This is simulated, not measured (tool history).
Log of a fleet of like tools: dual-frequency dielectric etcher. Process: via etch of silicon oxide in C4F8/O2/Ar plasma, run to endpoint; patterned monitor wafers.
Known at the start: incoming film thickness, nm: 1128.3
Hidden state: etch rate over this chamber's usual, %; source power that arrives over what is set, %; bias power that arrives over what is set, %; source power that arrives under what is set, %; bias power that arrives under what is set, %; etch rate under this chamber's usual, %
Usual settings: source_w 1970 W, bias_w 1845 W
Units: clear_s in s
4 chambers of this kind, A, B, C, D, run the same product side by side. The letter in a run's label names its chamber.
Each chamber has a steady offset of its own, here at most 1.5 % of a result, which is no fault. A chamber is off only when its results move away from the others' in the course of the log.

| run | hour | source_w | bias_w | hours since the last wet clean | hours since the last source power generator calibration | hours since the last bias power generator calibration | clear_s |
|---|---|---|---|---|---|---|---|
| 1D | 12.7 | 1970 | 1845 | 138.1 | 358.4 | 878.3 | 229.97 |
| 2A | 23.7 | 1970 | 1845 | 511.2 | 2230.1 | 1190.1 | 230.03 |
| 3C | 32.9 | 1970 | 1845 | 356.1 | 466 | 911.6 | 224.2 |
| 4B | 43.8 | 1970 | 1845 | 135.1 | 143.6 | 4117.2 | 231.17 |
| 5C | 52.6 | 1970 | 1845 | 375.8 | 485.7 | 931.3 | 229.2 |
| 6A | 61.5 | 1970 | 1845 | 549 | 2267.9 | 1227.9 | 229.66 |
| 7B | 69.3 | 1970 | 1845 | 160.6 | 169.1 | 4142.7 | 227.73 |
| 8D | 80.8 | 1970 | 1845 | 206.2 | 426.5 | 946.4 | 228.85 |
| 9B | 90.3 | 1970 | 1845 | 181.6 | 190.1 | 4163.7 | 229.53 |
| 10A | 100.6 | 1970 | 1845 | 588.1 | 2307 | 1267 | 228.83 |
| 11D | 107.8 | 1970 | 1845 | 233.2 | 453.5 | 973.4 | 228.81 |
| 12C | 118.3 | 1970 | 2173 | 441.5 | 551.4 | 997 | 217.22 |
| 13A | 127.4 | 1970 | 2173 | 614.9 | 2333.8 | 1293.8 | 219.09 |
| 14C | 136.2 | 1970 | 2173 | 459.4 | 569.3 | 1014.9 | 216.12 |
|  | 138.6 | chamber A: wet clean of the chamber |
|  | 145.5 | chamber B: bias power generator calibrated |
| 15B | 147.1 | 1970 | 2173 | 238.4 | 246.9 | 1.7 | 220.19 |
| 16D | 156.2 | 1970 | 1845 | 281.6 | 501.9 | 1021.8 | 228.25 |
| 17C | 167.2 | 1970 | 1845 | 490.4 | 600.3 | 1045.9 | 228.22 |
| 18A | 174.9 | 1970 | 1845 | 36.4 | 2381.3 | 1341.3 | 228.76 |
| 19B | 187 | 1970 | 1845 | 278.3 | 286.8 | 41.6 | 228.98 |
|  | 197.6 | chamber C: wet clean of the chamber |
| 20D | 199.7 | 1810 | 2015 | 325.1 | 545.4 | 1065.3 | 233.05 |
|  | 202.1 | chamber A: bias power generator calibrated |
| 21A | 211.4 | 1810 | 2015 | 72.9 | 2417.8 | 9.4 | 231.06 |
| 22B | 222.9 | 1810 | 2015 | 314.2 | 322.7 | 77.5 | 232.07 |
| 23D | 233.7 | 1810 | 2015 | 359.1 | 579.4 | 1099.3 | 230.83 |
| 24C | 243.4 | 1970 | 1845 | 45.9 | 676.5 | 1122.1 | 226.38 |

What goes on in this fleet: one chamber off, a drifting gauge, or nothing beyond the chambers' own small offsets? Name the chamber and the cause, if any.

No chamber stands off beyond its own small offset, and the gauge holds steady.

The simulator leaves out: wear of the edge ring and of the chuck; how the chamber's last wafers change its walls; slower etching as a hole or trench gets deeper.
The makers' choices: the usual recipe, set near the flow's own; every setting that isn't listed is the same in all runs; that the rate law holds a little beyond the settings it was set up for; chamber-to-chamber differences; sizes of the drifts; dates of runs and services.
